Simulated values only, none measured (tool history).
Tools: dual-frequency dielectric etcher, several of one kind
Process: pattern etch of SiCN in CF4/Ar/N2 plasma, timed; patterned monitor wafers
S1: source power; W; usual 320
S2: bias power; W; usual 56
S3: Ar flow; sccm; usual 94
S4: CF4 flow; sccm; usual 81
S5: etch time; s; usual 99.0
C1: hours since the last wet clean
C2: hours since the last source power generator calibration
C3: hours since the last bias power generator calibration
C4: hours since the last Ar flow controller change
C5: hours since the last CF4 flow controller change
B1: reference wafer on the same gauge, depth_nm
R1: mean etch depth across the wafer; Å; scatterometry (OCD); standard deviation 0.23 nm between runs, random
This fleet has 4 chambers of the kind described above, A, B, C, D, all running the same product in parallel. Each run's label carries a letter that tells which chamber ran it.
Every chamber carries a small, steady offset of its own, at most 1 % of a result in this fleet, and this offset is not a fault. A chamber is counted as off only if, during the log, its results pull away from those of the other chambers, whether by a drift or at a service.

Run 1A, hour 12.0: usual settings; C1 182.9; C2 2017.4; C3 3551.5; C4 4415.4; C5 1375.1; B1 48.388. Result: R1 593.07 Å.
Run 2D, hour 24.3: usual settings; C1 139.3; C2 3020.7; C3 3605.0; C4 1935.4; C5 2611.6; B1 48.458. Result: R1 602.28 Å.
Run 3C, hour 32.0: usual settings; C1 150.5; C2 2811.2; C3 3013.6; C4 845.4; C5 1440.9; B1 48.398. Result: R1 598.34 Å.
Run 4B, hour 41.1: usual settings; C1 222.2; C2 463.8; C3 2040.2; C4 5155.5; C5 3477.5; B1 48.412. Result: R1 599.83 Å.
Run 5C, hour 49.1: usual settings but S3 84 sccm; C1 167.6; C2 2828.3; C3 3030.7; C4 862.5; C5 1458.0; B1 48.352. Result: R1 604.74 Å.
Run 6A, hour 54.5: usual settings but S3 84 sccm; C1 225.4; C2 2059.9; C3 3594.0; C4 4457.9; C5 1417.6; B1 48.387. Result: R1 605.87 Å.
Run 7D, hour 62.9: usual settings but S3 84 sccm; C1 177.9; C2 3059.3; C3 3643.6; C4 1974.0; C5 2650.2; B1 48.369. Result: R1 609.84 Å.
Run 8B, hour 72.6: usual settings but S3 84 sccm; C1 253.7; C2 495.3; C3 2071.7; C4 5187.0; C5 3509.0; B1 48.399. Result: R1 605.24 Å.
Run 9C, hour 83.8: usual settings but S2 43 W, S5 78.5 s; C1 202.3; C2 2863.0; C3 3065.4; C4 897.2; C5 1492.7; B1 48.442. Result: R1 435.78 Å.
Run 10A, hour 92.1: usual settings but S2 43 W, S5 78.5 s; C1 263.0; C2 2097.5; C3 3631.6; C4 4495.5; C5 1455.2; B1 48.411. Result: R1 436.34 Å.
Run 11D, hour 101.8: usual settings but S2 43 W, S5 78.5 s; C1 216.8; C2 3098.2; C3 3682.5; C4 2012.9; C5 2689.1; B1 48.357. Result: R1 437.54 Å.
Run 12B, hour 109.0: usual settings but S2 43 W, S5 78.5 s; C1 290.1; C2 531.7; C3 2108.1; C4 5223.4; C5 3545.4; B1 48.386. Result: R1 437.87 Å.
Run 13A, hour 118.7: usual settings; C1 289.6; C2 2124.1; C3 3658.2; C4 4522.1; C5 1481.8; B1 48.379. Result: R1 593.49 Å.
Run 14B, hour 125.5: usual settings; C1 306.6; C2 548.2; C3 2124.6; C4 5239.9; C5 3561.9; B1 48.392. Result: R1 598.79 Å.
Run 15D, hour 131.5: usual settings; C1 246.5; C2 3127.9; C3 3712.2; C4 2042.6; C5 2718.8; B1 48.398. Result: R1 601.79 Å.
Run 16C, hour 139.0: usual settings but S4 90 sccm; C1 257.5; C2 2918.2; C3 3120.6; C4 952.4; C5 1547.9; B1 48.373. Result: R1 602.28 Å.
Run 17C, hour 150.4: usual settings but S4 90 sccm; C1 268.9; C2 2929.6; C3 3132.0; C4 963.8; C5 1559.3; B1 48.424. Result: R1 607.65 Å.
Run 18B, hour 157.1: usual settings but S4 90 sccm; C1 338.2; C2 579.8; C3 2156.2; C4 5271.5; C5 3593.5; B1 48.424. Result: R1 601.43 Å.
Run 19A, hour 166.5: usual settings but S4 90 sccm; C1 337.4; C2 2171.9; C3 3706.0; C4 4569.9; C5 1529.6; B1 48.367. Result: R1 612.14 Å.
Run 20D, hour 175.9: usual settings; C1 290.9; C2 3172.3; C3 3756.6; C4 2087.0; C5 2763.2; B1 48.394. Result: R1 603.84 Å.
Run 21C, hour 185.7: usual settings; C1 304.2; C2 2964.9; C3 3167.3; C4 999.1; C5 1594.6; B1 48.404. Result: R1 595.68 Å.
Run 22A, hour 196.5: usual settings; C1 367.4; C2 2201.9; C3 3736.0; C4 4599.9; C5 1559.6; B1 48.403. Result: R1 595.64 Å.
Run 23B, hour 204.5: usual settings; C1 385.6; C2 627.2; C3 2203.6; C4 5318.9; C5 3640.9; B1 48.397. Result: R1 602.22 Å.
Run 24D, hour 215.8: usual settings; C1 330.8; C2 3212.2; C3 3796.5; C4 2126.9; C5 2803.1; B1 48.420. Result: R1 604.57 Å.
At hour 223.8: chamber D: bias power generator calibrated.
At hour 227.2: chamber B: wet clean of the chamber.
Run 25B, hour 228.2: usual settings; C1 1.0; C2 650.9; C3 2227.3; C4 5342.6; C5 3664.6; B1 48.423. Result: R1 627.65 Å.
Run 26A, hour 240.0: usual settings; C1 410.9; C2 2245.4; C3 3779.5; C4 4643.4; C5 1603.1; B1 48.428. Result: R1 598.78 Å.
Run 27D, hour 247.7: usual settings; C1 362.7; C2 3244.1; C3 24.0; C4 2158.8; C5 2835.0; B1 48.383. Result: R1 603.10 Å.
Run 28C, hour 254.6: usual settings; C1 373.1; C2 3033.8; C3 3236.2; C4 1068.0; C5 1663.5; B1 48.437. Result: R1 593.67 Å.
Run 29C, hour 263.5: usual settings; C1 382.0; C2 3042.7; C3 3245.1; C4 1076.9; C5 1672.4; B1 48.446. Result: R1 596.41 Å.
Run 30D, hour 269.2: usual settings; C1 384.2; C2 3265.6; C3 45.5; C4 2180.3; C5 2856.5; B1 48.409. Result: R1 606.05 Å.
Run 31A, hour 280.9: usual settings but S1 390 W, S2 47 W; C1 451.8; C2 2286.3; C3 3820.4; C4 4684.3; C5 1644.0; B1 48.381. Result: R1 676.76 Å.
Run 32B, hour 291.0: usual settings but S1 390 W, S2 47 W; C1 63.8; C2 713.7; C3 2290.1; C4 5405.4; C5 3727.4; B1 48.358. Result: R1 706.50 Å.
Run 33D, hour 297.3: usual settings but S1 390 W, S2 47 W; C1 412.3; C2 3293.7; C3 73.6; C4 2208.4; C5 2884.6; B1 48.438. Result: R1 678.91 Å.
Run 34A, hour 308.0: usual settings but S1 390 W, S2 47 W; C1 478.9; C2 2313.4; C3 3847.5; C4 4711.4; C5 1671.1; B1 48.400. Result: R1 676.69 Å.
At hour 314.4: chamber A: source power generator calibrated.
Run 35C, hour 319.6: usual settings; C1 438.1; C2 3098.8; C3 3301.2; C4 1133.0; C5 1728.5; B1 48.456. Result: R1 596.67 Å.
Run 36B, hour 330.2: usual settings; C1 103.0; C2 752.9; C3 2329.3; C4 5444.6; C5 3766.6; B1 48.375. Result: R1 628.03 Å.
Run 37A, hour 340.7: usual settings but S4 64 sccm; C1 511.6; C2 26.4; C3 3880.2; C4 4744.1; C5 1703.8; B1 48.405. Result: R1 576.55 Å.
Run 38B, hour 351.8: usual settings but S4 64 sccm; C1 124.6; C2 774.5; C3 2350.9; C4 5466.2; C5 3788.2; B1 48.400. Result: R1 599.83 Å.
Run 39D, hour 359.8: usual settings but S4 64 sccm; C1 474.8; C2 3356.2; C3 136.1; C4 2270.9; C5 2947.1; B1 48.362. Result: R1 579.11 Å.
Run 40C, hour 367.4: usual settings but S4 64 sccm; C1 485.9; C2 3146.6; C3 3349.0; C4 1180.8; C5 1776.3; B1 48.445. Result: R1 577.15 Å.
Run 41D, hour 379.8: usual settings; C1 494.8; C2 3376.2; C3 156.1; C4 2290.9; C5 2967.1; B1 48.359. Result: R1 603.01 Å.
Run 42B, hour 387.8: usual settings; C1 160.6; C2 810.5; C3 2386.9; C4 5502.2; C5 3824.2; B1 48.390. Result: R1 622.23 Å.

Each of the 4 chambers runs these same settings next. Fill in every chamber's results:
Run 43A, hour 396.7: usual settings. Result: R1 ?.
Run 43B, hour 396.7: usual settings. Result: R1 ?.
Run 43C, hour 396.7: usual settings. Result: R1 ?.
Run 43D, hour 396.7: usual settings. Result: R1 ?.

run      R1
43A  601.82
43B  623.06
43C  596.66
43D  597.42

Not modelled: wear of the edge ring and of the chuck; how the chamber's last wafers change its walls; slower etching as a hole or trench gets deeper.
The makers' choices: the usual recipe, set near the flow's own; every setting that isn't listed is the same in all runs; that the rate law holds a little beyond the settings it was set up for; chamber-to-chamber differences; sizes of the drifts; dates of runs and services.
